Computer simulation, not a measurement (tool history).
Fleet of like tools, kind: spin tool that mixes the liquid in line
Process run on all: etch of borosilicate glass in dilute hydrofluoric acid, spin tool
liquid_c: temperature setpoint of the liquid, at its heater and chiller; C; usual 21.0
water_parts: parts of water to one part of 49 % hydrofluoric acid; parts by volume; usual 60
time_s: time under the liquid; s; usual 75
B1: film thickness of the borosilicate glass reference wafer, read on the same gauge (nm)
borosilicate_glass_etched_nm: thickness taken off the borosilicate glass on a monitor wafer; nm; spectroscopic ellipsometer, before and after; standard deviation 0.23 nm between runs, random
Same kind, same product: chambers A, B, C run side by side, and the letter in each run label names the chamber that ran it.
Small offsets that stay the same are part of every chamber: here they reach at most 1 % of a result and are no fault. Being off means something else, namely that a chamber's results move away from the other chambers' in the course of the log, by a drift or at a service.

Run 1B, hour 9.2: usual settings; B1 100.020. Result: borosilicate_glass_etched_nm 35.697 nm.
Run 2C, hour 22.1: usual settings; B1 99.993. Result: borosilicate_glass_etched_nm 36.169 nm.
Run 3A, hour 35.5: usual settings; B1 99.997. Result: borosilicate_glass_etched_nm 36.097 nm.
Run 4A, hour 45.6: usual settings; B1 100.010. Result: borosilicate_glass_etched_nm 35.925 nm.
Run 5C, hour 53.7: usual settings; B1 100.000. Result: borosilicate_glass_etched_nm 35.428 nm.
Run 6B, hour 64.0: usual settings; B1 100.010. Result: borosilicate_glass_etched_nm 35.430 nm.
Run 7C, hour 71.3: usual settings but liquid_c 18.5 C; B1 99.980. Result: borosilicate_glass_etched_nm 32.167 nm.
Run 8B, hour 78.9: usual settings but liquid_c 18.5 C; B1 100.000. Result: borosilicate_glass_etched_nm 31.991 nm.
Run 9A, hour 85.8: usual settings but liquid_c 18.5 C; B1 100.010. Result: borosilicate_glass_etched_nm 32.236 nm.
Run 10C, hour 96.1: usual settings; B1 99.998. Result: borosilicate_glass_etched_nm 35.600 nm.
Run 11B, hour 109.5: usual settings; B1 100.010. Result: borosilicate_glass_etched_nm 35.350 nm.
Run 12A, hour 121.8: usual settings; B1 99.993. Result: borosilicate_glass_etched_nm 36.250 nm.
Run 13B, hour 134.3: usual settings; B1 99.994. Result: borosilicate_glass_etched_nm 35.732 nm.
Run 14C, hour 143.7: usual settings; B1 99.985. Result: borosilicate_glass_etched_nm 36.133 nm.
Run 15A, hour 157.3: usual settings but liquid_c 23.0 C, time_s 45 s; B1 100.010. Result: borosilicate_glass_etched_nm 23.637 nm.
Run 16C, hour 170.3: usual settings but liquid_c 23.0 C, time_s 45 s; B1 99.989. Result: borosilicate_glass_etched_nm 23.115 nm.
Run 17A, hour 180.9: usual settings but liquid_c 23.0 C, time_s 45 s; B1 100.020. Result: borosilicate_glass_etched_nm 23.763 nm.
Run 18B, hour 187.3: usual settings; B1 99.984. Result: borosilicate_glass_etched_nm 35.830 nm.
At hour 191.6: chamber C: hydrofluoric acid flow meter replaced.
Run 19A, hour 196.0: usual settings; B1 100.000. Result: borosilicate_glass_etched_nm 36.234 nm.
Run 20B, hour 207.5: usual settings; B1 100.000. Result: borosilicate_glass_etched_nm 36.046 nm.
Run 21C, hour 216.1: usual settings; B1 99.992. Result: borosilicate_glass_etched_nm 35.653 nm.
Run 22B, hour 229.2: usual settings; B1 99.998. Result: borosilicate_glass_etched_nm 36.006 nm.
Run 23A, hour 237.3: usual settings; B1 99.997. Result: borosilicate_glass_etched_nm 36.192 nm.
Run 24C, hour 245.2: usual settings; B1 99.979. Result: borosilicate_glass_etched_nm 36.023 nm.
Run 25B, hour 255.6: usual settings; B1 100.000. Result: borosilicate_glass_etched_nm 35.686 nm.
Run 26A, hour 268.6: usual settings; B1 100.010. Result: borosilicate_glass_etched_nm 36.225 nm.
Run 27C, hour 281.4: usual settings; B1 99.999. Result: borosilicate_glass_etched_nm 36.089 nm.

Next, all 3 chambers run the settings below, one line each with question marks for the results. What does each chamber give?
Run 28A, hour 291.4: usual settings but water_parts 40 parts by volume. Result: borosilicate_glass_etched_nm ?.
Run 28B, hour 291.4: usual settings but water_parts 40 parts by volume. Result: borosilicate_glass_etched_nm ?.
Run 28C, hour 291.4: usual settings but water_parts 40 parts by volume. Result: borosilicate_glass_etched_nm ?.

run  borosilicate_glass_etched_nm
28A                        55.853
28B                        55.118
28C                        55.895
